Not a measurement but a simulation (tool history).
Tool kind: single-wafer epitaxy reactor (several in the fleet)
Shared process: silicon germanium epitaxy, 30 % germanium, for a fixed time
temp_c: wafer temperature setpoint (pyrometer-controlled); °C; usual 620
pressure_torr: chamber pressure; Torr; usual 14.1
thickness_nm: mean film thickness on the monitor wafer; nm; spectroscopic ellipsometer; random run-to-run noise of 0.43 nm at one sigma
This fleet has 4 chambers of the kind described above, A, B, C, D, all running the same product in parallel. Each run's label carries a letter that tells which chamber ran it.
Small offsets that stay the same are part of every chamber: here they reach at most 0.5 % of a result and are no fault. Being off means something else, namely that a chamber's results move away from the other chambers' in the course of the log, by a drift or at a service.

run,hour,temp_c,pressure_torr,hours since the last pyrometer calibration,hours since the last manometer calibration,"read-back reference wafer on the same gauge, thickness_nm",thickness_nm
1D,5.3,620,14.1,135,1218.3,84.339,73.285
2A,8.7,620,14.1,431.4,524.4,84.543,73.158
3B,11.7,620,14.1,1145.7,1892.6,84.497,73.541
4C,16.1,620,14.1,2718.7,1872.3,84.316,73.405
5A,20.3,613,14.1,443,536,84.405,65.99
6C,25.3,613,14.1,2727.9,1881.5,84.343,65.297
7D,29.4,613,14.1,159.1,1242.4,84.468,64.643
8B,33,613,14.1,1167,1913.9,84.356,65.281
9C,36.8,620,14.1,2739.4,1893,84.516,73.23
10B,41.7,620,14.1,1175.7,1922.6,84.341,73.333
11A,45,620,14.1,467.7,560.7,84.344,73.476
12D,50.1,620,14.1,179.8,1263.1,84.309,73.963
13D,54,620,14.1,183.7,1267,84.481,73.693
14B,57.6,620,14.1,1191.6,1938.5,84.457,73.834
15C,61.5,620,14.1,2764.1,1917.7,84.462,73.934
16A,65.4,620,14.1,488.1,581.1,84.299,73.95
17D,69.8,620,14.1,199.5,1282.8,84.579,73.636
18B,74.7,620,14.1,1208.7,1955.6,84.402,73.501
19A,78.5,620,14.1,501.2,594.2,84.337,73.577
20C,83.7,620,14.1,2786.3,1939.9,84.407,73.911
21B,88.5,612,17.5,1222.5,1969.4,84.555,69.656
22A,91.8,612,17.5,514.5,607.5,84.423,70.265
# hour 92.7: chamber D: capacitance manometer re-zeroed and calibrated
23C,96.6,612,17.5,2799.2,1952.8,84.242,69.877
24D,100.6,612,17.5,230.3,8,84.368,68.806
25A,105.4,620,14.1,528.1,621.1,84.395,73.299
26C,108.3,620,14.1,2810.9,1964.5,84.403,73.801
27B,111,620,14.1,1245,1991.9,84.402,73.857
28D,114.2,620,14.1,243.9,21.6,84.569,73.958
29D,119.7,620,14.1,249.4,27.1,84.434,73.054
30A,123.4,620,14.1,546.1,639.1,84.304,73.793
31B,129.1,620,14.1,1263.1,2010,84.411,73.904
# hour 132.2: chamber C: pyrometer calibrated
32C,134.3,620,14.1,2.1,1990.5,84.406,72.718

Has any chamber moved away from the others, gradually or after a service, or does the common gauge drift, or do the chambers differ only by their own small steady offsets? State the chamber and the most likely cause if one applies.

Neither any chamber nor the gauge drifts; the chambers differ only by their own small, steady offsets.
